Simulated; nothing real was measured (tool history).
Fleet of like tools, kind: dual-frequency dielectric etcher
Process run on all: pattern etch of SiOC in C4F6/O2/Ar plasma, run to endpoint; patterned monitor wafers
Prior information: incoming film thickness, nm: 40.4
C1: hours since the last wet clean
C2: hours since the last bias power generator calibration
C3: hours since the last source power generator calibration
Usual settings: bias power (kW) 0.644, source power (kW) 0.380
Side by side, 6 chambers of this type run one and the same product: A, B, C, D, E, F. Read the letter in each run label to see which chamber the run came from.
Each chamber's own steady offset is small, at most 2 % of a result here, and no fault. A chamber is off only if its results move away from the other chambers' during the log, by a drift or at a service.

{"run": "1B", "hour": 7.2, "bias power (kW)": 0.644, "source power (kW)": 0.38, "C1": 339.7, "C2": 1170.9, "C3": 1038.3, "endpoint time (s)": 12.496}
{"run": "2F", "hour": 14.4, "bias power (kW)": 0.644, "source power (kW)": 0.38, "C1": 160.4, "C2": 1133.3, "C3": 1007.2, "endpoint time (s)": 12.569}
{"run": "3D", "hour": 20.4, "bias power (kW)": 0.644, "source power (kW)": 0.38, "C1": 591.8, "C2": 1281.0, "C3": 3978.4, "endpoint time (s)": 12.394}
{"hour": 21.1, "done": "chamber D: wet clean of the chamber"}
{"run": "4A", "hour": 27.9, "bias power (kW)": 0.644, "source power (kW)": 0.38, "C1": 390.5, "C2": 529.3, "C3": 4077.2, "endpoint time (s)": 12.753}
{"run": "5C", "hour": 33.7, "bias power (kW)": 0.758, "source power (kW)": 0.3, "C1": 208.8, "C2": 3536.2, "C3": 463.6, "endpoint time (s)": 12.916}
{"run": "6E", "hour": 42.6, "bias power (kW)": 0.758, "source power (kW)": 0.3, "C1": 43.1, "C2": 257.3, "C3": 1493.9, "endpoint time (s)": 12.792}
{"run": "7D", "hour": 49.0, "bias power (kW)": 0.758, "source power (kW)": 0.3, "C1": 28.0, "C2": 1309.6, "C3": 4007.0, "endpoint time (s)": 12.689}
{"hour": 52.0, "done": "chamber B: wet clean of the chamber"}
{"run": "8B", "hour": 57.4, "bias power (kW)": 0.758, "source power (kW)": 0.3, "C1": 5.5, "C2": 1221.1, "C3": 1088.5, "endpoint time (s)": 12.808}
{"run": "9E", "hour": 64.5, "bias power (kW)": 0.758, "source power (kW)": 0.3, "C1": 65.0, "C2": 279.2, "C3": 1515.8, "endpoint time (s)": 12.823}
{"run": "10F", "hour": 70.2, "bias power (kW)": 0.758, "source power (kW)": 0.3, "C1": 216.2, "C2": 1189.1, "C3": 1063.0, "endpoint time (s)": 12.807}
{"run": "11A", "hour": 75.9, "bias power (kW)": 0.644, "source power (kW)": 0.38, "C1": 438.5, "C2": 577.3, "C3": 4125.2, "endpoint time (s)": 12.672}
{"run": "12C", "hour": 83.0, "bias power (kW)": 0.644, "source power (kW)": 0.38, "C1": 258.1, "C2": 3585.5, "C3": 512.9, "endpoint time (s)": 12.697}
{"run": "13F", "hour": 91.4, "bias power (kW)": 0.644, "source power (kW)": 0.38, "C1": 237.4, "C2": 1210.3, "C3": 1084.2, "endpoint time (s)": 12.547}
{"run": "14C", "hour": 100.8, "bias power (kW)": 0.644, "source power (kW)": 0.38, "C1": 275.9, "C2": 3603.3, "C3": 530.7, "endpoint time (s)": 12.636}
{"run": "15D", "hour": 107.3, "bias power (kW)": 0.644, "source power (kW)": 0.38, "C1": 86.3, "C2": 1367.9, "C3": 4065.3, "endpoint time (s)": 12.308}
{"run": "16A", "hour": 117.1, "bias power (kW)": 0.644, "source power (kW)": 0.38, "C1": 479.7, "C2": 618.5, "C3": 4166.4, "endpoint time (s)": 12.783}
{"run": "17E", "hour": 124.8, "bias power (kW)": 0.644, "source power (kW)": 0.38, "C1": 125.3, "C2": 339.5, "C3": 1576.1, "endpoint time (s)": 12.583}
{"run": "18B", "hour": 134.0, "bias power (kW)": 0.588, "source power (kW)": 0.28, "C1": 82.1, "C2": 1297.7, "C3": 1165.1, "endpoint time (s)": 14.356}
{"run": "19B", "hour": 144.6, "bias power (kW)": 0.588, "source power (kW)": 0.28, "C1": 92.7, "C2": 1308.3, "C3": 1175.7, "endpoint time (s)": 14.361}
{"run": "20D", "hour": 155.8, "bias power (kW)": 0.588, "source power (kW)": 0.28, "C1": 134.8, "C2": 1416.4, "C3": 4113.8, "endpoint time (s)": 14.374}
{"run": "21F", "hour": 166.5, "bias power (kW)": 0.588, "source power (kW)": 0.28, "C1": 312.5, "C2": 1285.4, "C3": 1159.3, "endpoint time (s)": 14.542}
{"run": "22E", "hour": 175.5, "bias power (kW)": 0.588, "source power (kW)": 0.28, "C1": 176.0, "C2": 390.2, "C3": 1626.8, "endpoint time (s)": 14.567}
{"run": "23A", "hour": 181.3, "bias power (kW)": 0.588, "source power (kW)": 0.28, "C1": 543.9, "C2": 682.7, "C3": 4230.6, "endpoint time (s)": 14.707}
{"run": "24C", "hour": 192.4, "bias power (kW)": 0.644, "source power (kW)": 0.38, "C1": 367.5, "C2": 3694.9, "C3": 622.3, "endpoint time (s)": 12.7}
{"run": "25F", "hour": 199.9, "bias power (kW)": 0.644, "source power (kW)": 0.38, "C1": 345.9, "C2": 1318.8, "C3": 1192.7, "endpoint time (s)": 12.53}
{"run": "26C", "hour": 208.7, "bias power (kW)": 0.644, "source power (kW)": 0.38, "C1": 383.8, "C2": 3711.2, "C3": 638.6, "endpoint time (s)": 12.675}
{"hour": 209.4, "done": "chamber A: wet clean of the chamber"}
{"run": "27D", "hour": 214.3, "bias power (kW)": 0.644, "source power (kW)": 0.38, "C1": 193.3, "C2": 1474.9, "C3": 4172.3, "endpoint time (s)": 12.351}
{"run": "28E", "hour": 223.2, "bias power (kW)": 0.644, "source power (kW)": 0.42, "C1": 223.7, "C2": 437.9, "C3": 1674.5, "endpoint time (s)": 12.11}
{"run": "29B", "hour": 233.4, "bias power (kW)": 0.644, "source power (kW)": 0.42, "C1": 181.5, "C2": 1397.1, "C3": 1264.5, "endpoint time (s)": 12.0}
{"run": "30A", "hour": 243.5, "bias power (kW)": 0.644, "source power (kW)": 0.42, "C1": 34.2, "C2": 744.9, "C3": 4292.8, "endpoint time (s)": 12.243}
{"run": "31D", "hour": 250.9, "bias power (kW)": 0.644, "source power (kW)": 0.42, "C1": 229.9, "C2": 1511.5, "C3": 4208.9, "endpoint time (s)": 11.936}
{"run": "32F", "hour": 256.8, "bias power (kW)": 0.644, "source power (kW)": 0.42, "C1": 402.8, "C2": 1375.7, "C3": 1249.6, "endpoint time (s)": 11.985}
{"run": "33B", "hour": 263.0, "bias power (kW)": 0.644, "source power (kW)": 0.42, "C1": 211.1, "C2": 1426.7, "C3": 1294.1, "endpoint time (s)": 11.97}
{"run": "34A", "hour": 272.9, "bias power (kW)": 0.644, "source power (kW)": 0.38, "C1": 63.6, "C2": 774.3, "C3": 4322.2, "endpoint time (s)": 12.742}
{"run": "35C", "hour": 279.9, "bias power (kW)": 0.644, "source power (kW)": 0.38, "C1": 455.0, "C2": 3782.4, "C3": 709.8, "endpoint time (s)": 12.614}
{"run": "36E", "hour": 287.4, "bias power (kW)": 0.644, "source power (kW)": 0.38, "C1": 287.9, "C2": 502.1, "C3": 1738.7, "endpoint time (s)": 12.684}
{"run": "37D", "hour": 292.9, "bias power (kW)": 0.644, "source power (kW)": 0.38, "C1": 271.9, "C2": 1553.5, "C3": 4250.9, "endpoint time (s)": 12.33}
{"run": "38B", "hour": 301.8, "bias power (kW)": 0.723, "source power (kW)": 0.28, "C1": 249.9, "C2": 1465.5, "C3": 1332.9, "endpoint time (s)": 13.289}
{"run": "39A", "hour": 311.6, "bias power (kW)": 0.723, "source power (kW)": 0.28, "C1": 102.3, "C2": 813.0, "C3": 4360.9, "endpoint time (s)": 13.525}
{"run": "40E", "hour": 317.9, "bias power (kW)": 0.723, "source power (kW)": 0.28, "C1": 318.4, "C2": 532.6, "C3": 1769.2, "endpoint time (s)": 13.472}
{"run": "41F", "hour": 322.8, "bias power (kW)": 0.723, "source power (kW)": 0.28, "C1": 468.8, "C2": 1441.7, "C3": 1315.6, "endpoint time (s)": 13.39}

Next, all 6 chambers run the settings below, one line each with question marks for the results. What does each chamber give?
{"run": "42A", "hour": 330.9, "bias power (kW)": 0.644, "source power (kW)": 0.45, "endpoint time (s)": "?"}
{"run": "42B", "hour": 330.9, "bias power (kW)": 0.644, "source power (kW)": 0.45, "endpoint time (s)": "?"}
{"run": "42C", "hour": 330.9, "bias power (kW)": 0.644, "source power (kW)": 0.45, "endpoint time (s)": "?"}
{"run": "42D", "hour": 330.9, "bias power (kW)": 0.644, "source power (kW)": 0.45, "endpoint time (s)": "?"}
{"run": "42E", "hour": 330.9, "bias power (kW)": 0.644, "source power (kW)": 0.45, "endpoint time (s)": "?"}
{"run": "42F", "hour": 330.9, "bias power (kW)": 0.644, "source power (kW)": 0.45, "endpoint time (s)": "?"}

run=42A endpoint_time_(s)=11.932
run=42B endpoint_time_(s)=11.703
run=42C endpoint_time_(s)=11.924
run=42D endpoint_time_(s)=11.706
run=42E endpoint_time_(s)=11.778
run=42F endpoint_time_(s)=11.778
